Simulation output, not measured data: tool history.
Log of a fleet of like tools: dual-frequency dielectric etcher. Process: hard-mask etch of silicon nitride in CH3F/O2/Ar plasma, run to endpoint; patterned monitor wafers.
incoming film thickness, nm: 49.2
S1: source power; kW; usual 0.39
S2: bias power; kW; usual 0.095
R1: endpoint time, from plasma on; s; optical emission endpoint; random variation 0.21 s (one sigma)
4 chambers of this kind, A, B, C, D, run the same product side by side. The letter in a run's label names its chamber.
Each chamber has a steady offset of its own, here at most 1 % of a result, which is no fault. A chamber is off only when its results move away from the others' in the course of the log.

| run | day | S1 | S2 | R1 |
|---|---|---|---|---|
| 1A | 0.192 | 0.39 | 0.095 | 65.54 |
| 2C | 0.333 | 0.39 | 0.095 | 64.764 |
| 3D | 0.475 | 0.39 | 0.095 | 65.915 |
| 4B | 0.667 | 0.39 | 0.095 | 65.738 |
| 5C | 0.783 | 0.39 | 0.095 | 64.989 |
| 6B | 1.029 | 0.39 | 0.095 | 65.367 |
| 7D | 1.138 | 0.39 | 0.095 | 65.991 |
| 8A | 1.379 | 0.39 | 0.095 | 65.135 |
| 9C | 1.608 | 0.39 | 0.095 | 64.907 |
| 10B | 1.733 | 0.39 | 0.095 | 65.487 |
| 11D | 1.912 | 0.39 | 0.095 | 65.455 |
| 12A | 2.1 | 0.39 | 0.095 | 64.877 |
|  | 2.296 | chamber C: wet clean of the chamber |
| 13C | 2.329 | 0.39 | 0.095 | 64.579 |
| 14A | 2.462 | 0.31 | 0.111 | 66.35 |
| 15D | 2.575 | 0.31 | 0.111 | 66.922 |
| 16B | 2.775 | 0.31 | 0.111 | 67.15 |
| 17A | 2.996 | 0.31 | 0.111 | 66.308 |
| 18D | 3.117 | 0.39 | 0.095 | 65.442 |
| 19C | 3.325 | 0.39 | 0.095 | 65.006 |
| 20B | 3.429 | 0.44 | 0.11 | 59.249 |
| 21B | 3.596 | 0.44 | 0.11 | 59.352 |
| 22D | 3.783 | 0.44 | 0.11 | 59.626 |
| 23C | 3.983 | 0.44 | 0.11 | 58.605 |
| 24A | 4.158 | 0.39 | 0.095 | 64.71 |
| 25B | 4.342 | 0.44 | 0.114 | 58.817 |
| 26A | 4.492 | 0.44 | 0.114 | 57.805 |
| 27C | 4.671 | 0.44 | 0.114 | 57.71 |
| 28D | 4.792 | 0.44 | 0.114 | 58.505 |
| 29D | 4.992 | 0.39 | 0.095 | 65.336 |
| 30C | 5.217 | 0.39 | 0.095 | 64.76 |
| 31A | 5.412 | 0.39 | 0.095 | 64.838 |
| 32B | 5.521 | 0.39 | 0.095 | 65.446 |
| 33C | 5.712 | 0.39 | 0.095 | 65.08 |
| 34D | 5.846 | 0.39 | 0.095 | 65.722 |
| 35B | 5.996 | 0.39 | 0.073 | 71.977 |
| 36A | 6.112 | 0.39 | 0.073 | 69.86 |
| 37D | 6.296 | 0.39 | 0.073 | 72.001 |
| 38A | 6.454 | 0.39 | 0.073 | 69.965 |
| 39C | 6.617 | 0.39 | 0.095 | 65.316 |
| 40B | 6.758 | 0.39 | 0.095 | 65.592 |
| 41B | 6.938 | 0.39 | 0.095 | 65.448 |
| 42A | 7.096 | 0.39 | 0.095 | 63.704 |

What goes on in this fleet: one chamber off, a drifting gauge, or nothing beyond the chambers' own small offsets? Name the chamber and the cause, if any.

Chamber A drifts away from the others.
Cause: etch rate over this chamber's usual, % = 2.38.

Here are 4 candidates for chamber A's next run, each the usual settings with a change, their results left as question marks. Which one brings its results back in line with what the others give on the usual settings?
In line means no further than this from the other chambers' mean on the usual settings: R1 0.73 s
| 43A-1 | 7.275 | 0.39 | 0.094 | ? |
| 43A-2 | 7.275 | 0.39 | 0.102 | ? |
| 43A-3 | 7.275 | 0.39 | 0.096 | ? |
| 43A-4 | 7.275 | 0.38 | 0.092 | ? |

The other chambers' mean on the usual settings: R1 65.252 s
| run | R1 |
|---|---|
| 43A-1 | 63.711 |
| 43A-2 | 61.858 |
| 43A-3 | 63.231 |
| 43A-4 | 64.819 |
43A-4 brings the chamber back in line.

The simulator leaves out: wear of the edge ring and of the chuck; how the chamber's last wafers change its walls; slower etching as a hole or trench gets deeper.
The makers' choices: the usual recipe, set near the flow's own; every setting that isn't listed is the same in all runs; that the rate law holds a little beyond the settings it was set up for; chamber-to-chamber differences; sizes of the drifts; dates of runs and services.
